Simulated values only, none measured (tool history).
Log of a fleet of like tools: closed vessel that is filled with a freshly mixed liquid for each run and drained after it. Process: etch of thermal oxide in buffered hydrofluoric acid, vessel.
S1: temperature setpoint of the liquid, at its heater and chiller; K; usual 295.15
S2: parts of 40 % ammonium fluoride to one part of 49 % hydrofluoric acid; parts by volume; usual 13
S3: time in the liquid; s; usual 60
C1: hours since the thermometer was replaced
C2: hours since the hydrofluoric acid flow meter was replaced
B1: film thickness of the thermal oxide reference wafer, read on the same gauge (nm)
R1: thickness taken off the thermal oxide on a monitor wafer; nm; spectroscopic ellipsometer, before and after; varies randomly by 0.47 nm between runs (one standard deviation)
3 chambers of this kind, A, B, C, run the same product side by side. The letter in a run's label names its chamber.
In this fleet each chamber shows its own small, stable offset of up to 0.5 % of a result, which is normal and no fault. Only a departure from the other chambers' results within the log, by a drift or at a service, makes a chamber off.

run 1C hour=8.5 | S1=295.15 S2=13 S3=60 | C1=245.6 C2=48.5 | B1=140.03 | R1=47.616
run 2A hour=13.4 | S1=295.15 S2=13 S3=60 | C1=391.1 C2=1159.6 | B1=140 | R1=48.064
run 3B hour=19.8 | S1=295.15 S2=13 S3=60 | C1=422 C2=1846.7 | B1=139.99 | R1=49.031
run 4B hour=24.7 | S1=295.15 S2=13 S3=60 | C1=426.9 C2=1851.6 | B1=140.01 | R1=48.566
run 5A hour=29 | S1=295.15 S2=13 S3=60 | C1=406.7 C2=1175.2 | B1=139.98 | R1=47.628
run 6C hour=33.4 | S1=295.15 S2=13 S3=60 | C1=270.5 C2=73.4 | B1=139.96 | R1=47.957
run 7C hour=39.5 | S1=295.15 S2=13 S3=60 | C1=276.6 C2=79.5 | B1=139.97 | R1=48.445
run 8A hour=45.9 | S1=295.15 S2=13 S3=60 | C1=423.6 C2=1192.1 | B1=139.97 | R1=47.933
run 9B hour=55.2 | S1=295.15 S2=13 S3=60 | C1=457.4 C2=1882.1 | B1=139.98 | R1=48.666
run 10A hour=62.7 | S1=295.15 S2=13 S3=60 | C1=440.4 C2=1208.9 | B1=140 | R1=48.129
run 11B hour=72.1 | S1=295.15 S2=13 S3=60 | C1=474.3 C2=1899 | B1=139.96 | R1=48.034
run 12C hour=80.3 | S1=295.15 S2=13 S3=60 | C1=317.4 C2=120.3 | B1=140.02 | R1=47.246
run 13A hour=89.8 | S1=295.15 S2=13 S3=60 | C1=467.5 C2=1236 | B1=140.03 | R1=47.416
run 14B hour=96.2 | S1=297.15 S2=13 S3=45 | C1=498.4 C2=1923.1 | B1=140 | R1=39.667
run 15C hour=104.4 | S1=297.15 S2=13 S3=45 | C1=341.5 C2=144.4 | B1=140 | R1=40.251
run 16A hour=111.5 | S1=297.15 S2=13 S3=45 | C1=489.2 C2=1257.7 | B1=139.98 | R1=40.251
run 17B hour=118.8 | S1=295.15 S2=13 S3=60 | C1=521 C2=1945.7 | B1=140.01 | R1=47.973
run 18C hour=123.3 | S1=295.15 S2=13 S3=60 | C1=360.4 C2=163.3 | B1=140 | R1=48.155
run 19B hour=128.5 | S1=295.15 S2=13 S3=60 | C1=530.7 C2=1955.4 | B1=140.02 | R1=48.423
run 20A hour=137.4 | S1=292.15 S2=17 S3=60 | C1=515.1 C2=1283.6 | B1=139.98 | R1=30.881
run 21C hour=145 | S1=292.15 S2=17 S3=60 | C1=382.1 C2=185 | B1=139.93 | R1=30.848
run 22A hour=151.9 | S1=292.15 S2=17 S3=60 | C1=529.6 C2=1298.1 | B1=139.99 | R1=31.194
-- hour=152.3 chamber B: hydrofluoric acid flow meter replaced
run 23C hour=158.2 | S1=295.15 S2=13 S3=60 | C1=395.3 C2=198.2 | B1=140.03 | R1=46.363
run 24B hour=162.5 | S1=297.65 S2=13 S3=60 | C1=564.7 C2=10.3 | B1=139.98 | R1=55.473
run 25C hour=169.2 | S1=297.65 S2=13 S3=60 | C1=406.3 C2=209.2 | B1=139.95 | R1=53.492
run 26A hour=174.3 | S1=297.65 S2=13 S3=60 | C1=552 C2=1320.5 | B1=140 | R1=54.361
run 27B hour=183.2 | S1=295.15 S2=13 S3=60 | C1=585.4 C2=31 | B1=139.94 | R1=47.6
run 28B hour=188.6 | S1=295.15 S2=13 S3=60 | C1=590.8 C2=36.4 | B1=139.98 | R1=47.888
run 29A hour=198 | S1=298.15 S2=17.5 S3=60 | C1=575.7 C2=1344.2 | B1=139.99 | R1=42.18
run 30C hour=206.3 | S1=298.15 S2=17.5 S3=60 | C1=443.4 C2=246.3 | B1=139.95 | R1=39.79
run 31A hour=211.4 | S1=298.15 S2=17.5 S3=60 | C1=589.1 C2=1357.6 | B1=140 | R1=42.134
run 32B hour=221 | S1=295.15 S2=13 S3=60 | C1=623.2 C2=68.8 | B1=140 | R1=47.851
run 33C hour=225.5 | S1=295.15 S2=13 S3=60 | C1=462.6 C2=265.5 | B1=139.99 | R1=45.035
run 34A hour=231.6 | S1=291.15 S2=13 S3=60 | C1=609.3 C2=1377.8 | B1=140.05 | R1=38.489
run 35B hour=236 | S1=291.15 S2=13 S3=60 | C1=638.2 C2=83.8 | B1=140.02 | R1=37.74
run 36C hour=241.1 | S1=291.15 S2=13 S3=60 | C1=478.2 C2=281.1 | B1=140.04 | R1=34.85
run 37C hour=246.1 | S1=295.15 S2=13 S3=60 | C1=483.2 C2=286.1 | B1=140.02 | R1=43.059
run 38A hour=252.6 | S1=295.15 S2=13 S3=60 | C1=630.3 C2=1398.8 | B1=140.01 | R1=47.002
run 39B hour=260.4 | S1=295.15 S2=13 S3=60 | C1=662.6 C2=108.2 | B1=140.01 | R1=48.529
run 40C hour=265.5 | S1=295.15 S2=13 S3=60 | C1=502.6 C2=305.5 | B1=140 | R1=42.685
run 41A hour=270.8 | S1=295.15 S2=13 S3=60 | C1=648.5 C2=1417 | B1=140.04 | R1=48.158
run 42B hour=275.7 | S1=292.15 S2=16 S3=60 | C1=677.9 C2=123.5 | B1=140.04 | R1=33.6
run 43C hour=284.2 | S1=292.15 S2=16 S3=60 | C1=521.3 C2=324.2 | B1=139.98 | R1=29.411
run 44A hour=291.4 | S1=292.15 S2=16 S3=60 | C1=669.1 C2=1437.6 | B1=139.98 | R1=33.145

Does one chamber stand apart from the rest, does the shared gauge drift, or is all well apart from small per-chamber offsets? Give the chamber and the most likely cause, where there is one.

Little by little, chamber C moves away from the other chambers.
Most likely cause: liquid colder than its thermometer reads (K) = 2.48.
The log may not tell that from: hydrofluoric acid flow below the setpoint (%).

Chamber C could run next with any of the 4 candidate recipes listed below; each alters the usual settings, and their results appear as question marks. Which one brings its results back in line with what the other chambers deliver on the usual settings?
In line means no further than this from the other chambers' mean on the usual settings: R1 1.7 nm
run 45C-1 hour=298.3 | S1=296.15 S2=12 S3=70 | R1=?
run 45C-2 hour=298.3 | S1=295.15 S2=15 S3=60 | R1=?
run 45C-3 hour=298.3 | S1=294.15 S2=14 S3=50 | R1=?
run 45C-4 hour=298.3 | S1=295.65 S2=12.5 S3=65 | R1=?

Usual-settings mean across the other chambers: R1 47.975 nm
run=45C-1 R1=55.911
run=45C-2 R1=36.418
run=45C-3 R1=30.652
run=45C-4 R1=48.521
With 45C-4, the chamber falls back in line with the rest.

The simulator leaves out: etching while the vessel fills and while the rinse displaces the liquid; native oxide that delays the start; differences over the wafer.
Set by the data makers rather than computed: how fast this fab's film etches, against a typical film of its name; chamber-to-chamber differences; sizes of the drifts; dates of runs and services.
